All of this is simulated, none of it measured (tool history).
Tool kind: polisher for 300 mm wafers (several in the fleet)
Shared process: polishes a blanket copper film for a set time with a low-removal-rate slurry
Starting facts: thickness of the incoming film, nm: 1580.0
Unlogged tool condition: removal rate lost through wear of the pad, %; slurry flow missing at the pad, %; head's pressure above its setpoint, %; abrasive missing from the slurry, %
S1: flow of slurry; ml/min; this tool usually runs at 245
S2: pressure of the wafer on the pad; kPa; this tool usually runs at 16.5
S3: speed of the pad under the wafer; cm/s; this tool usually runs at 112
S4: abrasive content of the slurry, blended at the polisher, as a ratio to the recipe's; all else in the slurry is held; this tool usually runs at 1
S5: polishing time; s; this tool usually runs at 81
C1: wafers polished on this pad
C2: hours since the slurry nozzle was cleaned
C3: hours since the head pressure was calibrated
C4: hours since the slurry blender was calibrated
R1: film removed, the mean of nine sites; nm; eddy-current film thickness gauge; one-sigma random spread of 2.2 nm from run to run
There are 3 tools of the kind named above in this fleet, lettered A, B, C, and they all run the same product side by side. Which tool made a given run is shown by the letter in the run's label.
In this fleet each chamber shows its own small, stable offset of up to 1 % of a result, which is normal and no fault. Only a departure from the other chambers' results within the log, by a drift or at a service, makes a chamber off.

| run | hour | S1 | S2 | S3 | S4 | S5 | C1 | C2 | C3 | C4 | R1 |
|---|---|---|---|---|---|---|---|---|---|---|---|
| 1A | 4.5 | 245 | 16.5 | 112 | 1 | 81 | 380 | 133.6 | 358.9 | 320.2 | 230.99 |
| 2C | 9.7 | 245 | 16.5 | 112 | 1 | 81 | 1079 | 247.8 | 307.2 | 139.7 | 225.87 |
|  | 13.5 | chamber A: slurry blender recalibrated |
| 3B | 17.1 | 245 | 16.5 | 112 | 1 | 81 | 744 | 54.8 | 291.3 | 80.4 | 228.75 |
| 4A | 21.6 | 245 | 16.5 | 112 | 1 | 81 | 548 | 150.7 | 376 | 8.1 | 227.23 |
| 5B | 27.1 | 245 | 16.5 | 112 | 1 | 81 | 842 | 64.8 | 301.3 | 90.4 | 228.93 |
|  | 27.9 | chamber C: worn pad replaced by a new one |
|  | 29.8 | chamber C: slurry nozzle cleaned |
| 6C | 32.5 | 245 | 16.5 | 112 | 1 | 81 | 45 | 2.7 | 330 | 162.5 | 223.99 |
| 7C | 38.6 | 245 | 16.5 | 112 | 1 | 81 | 105 | 8.8 | 336.1 | 168.6 | 231.87 |
|  | 38.8 | chamber A: worn pad replaced by a new one |
| 8B | 43.8 | 245 | 16.5 | 112 | 1 | 81 | 1006 | 81.5 | 318 | 107.1 | 232.63 |
| 9A | 50.8 | 245 | 16.5 | 112 | 1 | 81 | 118 | 179.9 | 405.2 | 37.3 | 229.55 |
|  | 51.1 | chamber B: worn pad replaced by a new one |
| 10B | 57.7 | 245 | 16.5 | 112 | 1 | 81 | 65 | 95.4 | 331.9 | 121 | 230.61 |
| 11C | 64.5 | 245 | 16.5 | 112 | 1 | 81 | 360 | 34.7 | 362 | 194.5 | 228.22 |
| 12A | 70.6 | 245 | 16.5 | 112 | 1 | 81 | 312 | 199.7 | 425 | 57.1 | 230.35 |
| 13A | 75.5 | 245 | 16.5 | 140 | 1.15 | 81 | 361 | 204.6 | 429.9 | 62 | 298.79 |
| 14B | 80.8 | 245 | 16.5 | 140 | 1.15 | 81 | 291 | 118.5 | 355 | 144.1 | 295.08 |
| 15C | 88.4 | 245 | 16.5 | 140 | 1.15 | 81 | 594 | 58.6 | 385.9 | 218.4 | 287.43 |
|  | 91.3 | chamber B: slurry blender recalibrated |
| 16B | 95.5 | 245 | 20 | 112 | 1 | 100 | 436 | 133.2 | 369.7 | 4.3 | 339.06 |
|  | 100.1 | chamber C: head pressure recalibrated |
| 17A | 100.2 | 245 | 20 | 112 | 1 | 100 | 603 | 229.3 | 454.6 | 86.7 | 342.46 |
|  | 103.2 | chamber A: worn pad replaced by a new one |
| 18C | 104.2 | 245 | 20 | 112 | 1 | 100 | 749 | 74.4 | 4.1 | 234.2 | 334.31 |
| 19A | 109.9 | 245 | 16.5 | 112 | 1 | 81 | 65 | 239 | 464.3 | 96.4 | 234.19 |
| 20B | 113.7 | 270 | 16.5 | 112 | 1 | 97 | 614 | 151.4 | 387.9 | 22.5 | 279.33 |
| 21C | 117.7 | 270 | 16.5 | 112 | 1 | 97 | 882 | 87.9 | 17.6 | 247.7 | 270.73 |
| 22B | 121 | 270 | 16.5 | 112 | 1 | 97 | 686 | 158.7 | 395.2 | 29.8 | 276.67 |
| 23C | 125.7 | 245 | 16.5 | 112 | 1 | 81 | 960 | 95.9 | 25.6 | 255.7 | 218.4 |
|  | 128.4 | chamber C: worn pad replaced by a new one |
| 24A | 129.4 | 245 | 16.5 | 112 | 0.9 | 81 | 257 | 258.5 | 483.8 | 115.9 | 226.16 |
| 25C | 136.4 | 245 | 16.5 | 112 | 0.9 | 81 | 79 | 106.6 | 36.3 | 266.4 | 214.96 |
| 26A | 140.7 | 245 | 16.5 | 112 | 0.9 | 81 | 368 | 269.8 | 495.1 | 127.2 | 224.91 |
| 27B | 144.1 | 245 | 16.5 | 112 | 1 | 81 | 913 | 181.8 | 418.3 | 52.9 | 230.77 |
| 28B | 148.8 | 245 | 16.5 | 112 | 1 | 81 | 959 | 186.5 | 423 | 57.6 | 228.07 |
| 29C | 153.7 | 245 | 16.5 | 112 | 1 | 81 | 249 | 123.9 | 53.6 | 283.7 | 221.29 |
|  | 154.4 | chamber B: worn pad replaced by a new one |
| 30A | 156.9 | 245 | 16.5 | 112 | 1 | 81 | 527 | 286 | 511.3 | 143.4 | 235.87 |
| 31B | 161.5 | 245 | 16.5 | 112 | 1 | 81 | 70 | 199.2 | 435.7 | 70.3 | 229.12 |
| 32C | 166.6 | 245 | 16.5 | 112 | 1 | 81 | 375 | 136.8 | 66.5 | 296.6 | 220.15 |
|  | 169.7 | chamber A: worn pad replaced by a new one |
| 33A | 171.6 | 245 | 16.5 | 112 | 1 | 81 | 19 | 300.7 | 526 | 158.1 | 229.62 |
| 34A | 176.9 | 245 | 16.5 | 112 | 1 | 81 | 71 | 306 | 531.3 | 163.4 | 231.02 |
| 35B | 182.4 | 245 | 16.5 | 112 | 1 | 81 | 275 | 220.1 | 456.6 | 91.2 | 226.28 |
| 36C | 189.7 | 245 | 16.5 | 112 | 1 | 81 | 602 | 159.9 | 89.6 | 319.7 | 219.22 |
| 37C | 196.9 | 245 | 16.5 | 112 | 1 | 81 | 673 | 167.1 | 96.8 | 326.9 | 219.08 |
| 38B | 202.3 | 245 | 16.5 | 112 | 1 | 81 | 471 | 240 | 476.5 | 111.1 | 227.94 |
| 39A | 206.4 | 245 | 16.5 | 112 | 1 | 81 | 360 | 335.5 | 560.8 | 192.9 | 235.09 |
| 40C | 210.3 | 245 | 16.5 | 112 | 1 | 81 | 804 | 180.5 | 110.2 | 340.3 | 215.66 |
| 41B | 214.7 | 245 | 11 | 130 | 1 | 81 | 592 | 252.4 | 488.9 | 123.5 | 178.23 |
| 42A | 221.8 | 245 | 11 | 130 | 1 | 81 | 512 | 350.9 | 576.2 | 208.3 | 180.61 |

For the next run the whole fleet of 3 chambers uses the same settings. Give each chamber's results:
| 43A | 227.2 | 245 | 16.5 | 112 | 1 | 81 |  |  |  |  | ? |
| 43B | 227.2 | 245 | 16.5 | 112 | 1 | 81 |  |  |  |  | ? |
| 43C | 227.2 | 245 | 16.5 | 112 | 1 | 81 |  |  |  |  | ? |

| run | R1 |
|---|---|
| 43A | 230.79 |
| 43B | 228.82 |
| 43C | 211.98 |
